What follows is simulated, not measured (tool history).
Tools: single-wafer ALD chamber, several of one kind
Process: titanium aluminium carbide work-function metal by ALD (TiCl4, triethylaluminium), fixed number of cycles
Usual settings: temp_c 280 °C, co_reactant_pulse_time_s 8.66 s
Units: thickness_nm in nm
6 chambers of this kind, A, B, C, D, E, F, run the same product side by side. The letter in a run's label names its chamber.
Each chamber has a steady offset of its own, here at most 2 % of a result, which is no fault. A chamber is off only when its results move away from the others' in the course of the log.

run   hour  temp_c  co_reactant_pulse_time_s  read-back reference wafer on the same gauge, thickness_nm  thickness_nm
 1C    7.1     280                      8.66                                                     1.4798        1.7975
 2B   19.5     280                      8.66                                                     1.4802        1.7871
 3F   34.7     280                      8.66                                                     1.4806        1.7912
 4A   45.1     280                      8.66                                                     1.4806        1.7914
 5D     56     280                      8.66                                                     1.4811        1.8321
 6E   65.2     288                     10.03                                                     1.4817        1.9069
 7F   75.4     288                     10.03                                                     1.4823        1.8959
 8E   90.5     288                     10.03                                                     1.4832        1.9042
 9D   98.1     288                     10.03                                                      1.482        1.9371
10A  110.5     288                     10.03                                                      1.482        1.8967
11B  121.4     288                     10.03                                                     1.4831        1.8994
12C  131.5     280                      8.66                                                     1.4831        1.8039
     134.9  -- chamber E: triethylaluminium bottle replaced
13B  144.7     280                      8.66                                                     1.4831        1.7913
14C  157.8     280                      8.66                                                     1.4839        1.8059
15E  168.2     280                      8.66                                                     1.4837        1.8019
16D  176.3     280                      9.92                                                     1.4835        1.8654
17A  189.6     280                      9.92                                                     1.4843        1.8294
18F  196.8     280                      9.92                                                     1.4854        1.8281
19E  210.2     280                      9.92                                                     1.4849        1.8383
20A  224.7     280                      9.92                                                     1.4847        1.8269
21F  238.8     280                      9.92                                                     1.4858        1.8265
     244.7  -- chamber F: thermocouple changed; heater temperature recalibrated
22D  251.4     280                      8.66                                                     1.4856        1.8329
23C  263.6     280                      8.66                                                      1.486        1.8027
24B  274.1     290                      8.66                                                     1.4864        1.8844
25E  282.3     290                      8.66                                                      1.486        1.8908
26D  295.7     290                      8.66                                                     1.4873        1.9181
27A  311.1     290                      8.66                                                     1.4867        1.8809
28F  323.1     290                      8.66                                                     1.4873        1.8832
29B  334.1     290                      8.66                                                     1.4888        1.8836
30C  343.7     280                      8.66                                                     1.4882        1.8088
31F  356.2     280                      8.66                                                     1.4882        1.8038
32D  369.1     280                      8.66                                                     1.4886        1.8351
33A    380     280                     10.75                                                     1.4894        1.8483
34E  395.4     280                     10.75                                                     1.4894        1.8647
35B    405     280                     10.75                                                     1.4896        1.8482
36C    419     280                     10.75                                                     1.4905        1.8581
37E    426     280                     10.75                                                     1.4895        1.8592

What goes on in this fleet: one chamber off, a drifting gauge, or nothing beyond the chambers' own small offsets? Name the chamber and the cause, if any.

The gauge drifts, so all chambers seem to drift together. No chamber is off.
Cause: gauge reads high (%) = 0.696.

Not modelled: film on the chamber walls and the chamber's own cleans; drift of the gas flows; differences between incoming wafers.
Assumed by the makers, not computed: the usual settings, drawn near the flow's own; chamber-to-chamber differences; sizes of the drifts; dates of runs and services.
